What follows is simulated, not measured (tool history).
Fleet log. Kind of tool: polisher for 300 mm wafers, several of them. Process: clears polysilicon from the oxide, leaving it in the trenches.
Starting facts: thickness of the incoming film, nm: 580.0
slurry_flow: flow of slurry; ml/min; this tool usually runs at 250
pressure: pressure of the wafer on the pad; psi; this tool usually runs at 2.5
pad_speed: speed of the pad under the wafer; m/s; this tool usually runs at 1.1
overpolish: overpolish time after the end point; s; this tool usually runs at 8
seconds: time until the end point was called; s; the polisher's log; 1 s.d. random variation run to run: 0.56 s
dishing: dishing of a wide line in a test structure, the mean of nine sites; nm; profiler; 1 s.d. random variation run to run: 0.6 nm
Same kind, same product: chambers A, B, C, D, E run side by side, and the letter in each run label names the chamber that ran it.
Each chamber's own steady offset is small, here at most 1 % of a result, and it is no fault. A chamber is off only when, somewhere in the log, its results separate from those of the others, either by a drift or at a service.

run	hour	slurry_flow	pressure	pad_speed	overpolish	wafers polished on this pad	hours since the slurry nozzle was cleaned	hours since the head pressure was calibrated	seconds	dishing
# hour 2.4: chamber E: worn pad replaced by a new one
1A	7.2	250	2.5	1.1	8	445	142.9	318.7	39.921	32.219
2D	14.7	250	2.5	1.1	8	703	406.7	1474.2	40.04	31.783
3C	22.7	250	2.5	1.1	8	719	336.3	713	38.964	31.127
# hour 25.9: chamber D: worn pad replaced by a new one
# hour 31: chamber C: slurry nozzle cleaned
# hour 33.7: chamber A: worn pad replaced by a new one
4E	36.2	250	2.5	1.1	8	500	723.7	853.1	40.343	32.103
5B	45.3	250	2.5	1.1	8	864	697.6	876.4	40.181	30.898
# hour 52.2: chamber C: worn pad replaced by a new one
6A	57.7	250	2.5	1.1	8	355	193.4	369.2	38.922	32.161
# hour 63.1: chamber E: worn pad replaced by a new one
# hour 65.5: chamber B: worn pad replaced by a new one
# hour 65.9: chamber E: slurry nozzle cleaned
7C	69.9	250	2.5	1.1	8	262	38.9	760.2	40.322	32.03
# hour 75.7: chamber D: head pressure recalibrated
8D	79.5	250	2.5	1.1	8	792	471.5	3.8	39.682	30.638
# hour 88.6: chamber D: worn pad replaced by a new one
9B	93.6	250	2.5	1.1	8	416	745.9	924.7	39.93	32.272
# hour 99.9: chamber A: worn pad replaced by a new one
10E	103.3	250	2.5	1.1	8	594	37.5	920.2	39.482	31.902
11E	112.7	250	2.5	1.1	8	733	46.9	929.6	39.716	31.786
# hour 122.4: chamber E: worn pad replaced by a new one
12B	126.9	250	2.5	1.1	8	909	779.2	958	38.436	31.737
# hour 129.8: chamber A: slurry nozzle cleaned
13C	138.8	250	2.5	1.1	8	1281	107.8	829.1	39.984	31.877
# hour 142.8: chamber B: worn pad replaced by a new one
14A	147.2	250	1.7	0.88	8	699	17.5	458.7	72.374	28.563
# hour 147.7: chamber C: worn pad replaced by a new one
# hour 154.1: chamber D: worn pad replaced by a new one
15D	154.2	250	1.7	0.88	8	1	546.2	78.5	71.922	28.163
# hour 157: chamber B: slurry nozzle cleaned
# hour 166.5: chamber D: slurry nozzle cleaned
16C	167.1	250	1.7	0.88	8	288	136.1	857.4	71.793	27.844
# hour 170.2: chamber A: worn pad replaced by a new one
17A	174.5	250	1.7	0.88	8	64	44.8	486	73.681	28.278
# hour 180.1: chamber E: worn pad replaced by a new one
18B	186.4	250	1.7	0.88	8	645	29.4	1017.5	70.992	27.214
19D	201.4	250	2.5	1.1	8	699	35	125.7	39.2	31.61
20E	208.5	250	2.5	1.1	8	421	142.7	1025.4	40.206	32.103
# hour 211.1: chamber B: worn pad replaced by a new one
# hour 213.1: chamber D: worn pad replaced by a new one
21E	215.3	250	2.5	1.1	8	521	149.5	1032.2	39.765	31.62
22C	229.8	250	2.5	1.1	8	1215	198.8	920.1	40.118	33.263
23B	236.4	250	2.5	1.1	8	375	79.4	1067.5	39.634	30.987
# hour 242.1: chamber A: worn pad replaced by a new one
24D	243.5	250	2.5	0.92	8	450	77.1	167.8	47.397	31.018
# hour 243.6: chamber E: worn pad replaced by a new one
# hour 246.4: chamber C: worn pad replaced by a new one
25A	251.4	250	2.5	0.92	8	138	121.7	562.9	47.035	31.75
26D	264.5	250	2.5	0.92	8	760	98.1	188.8	47.336	31.292
27C	275.6	250	2.5	0.92	8	432	244.6	965.9	48.01	30.979
# hour 278.9: chamber B: worn pad replaced by a new one
28E	287.3	250	2.5	0.92	8	647	221.5	1104.2	46.475	30.884
29B	301.5	250	2.5	1.1	8	335	144.5	1132.6	40.033	31.547
# hour 311.5: chamber A: worn pad replaced by a new one
30A	313.9	250	2.5	1.1	8	36	184.2	625.4	40.38	31.91
31C	323	250	2.5	1.1	8	1133	292	1013.3	39.055	33.67

Is one chamber out of step, is the gauge drifting, or do the chambers differ by no more than their own small offsets? For an off chamber, give its letter and the likeliest cause.

No chamber is off and the gauge is stable; the differences are just each chamber's small, constant offset.
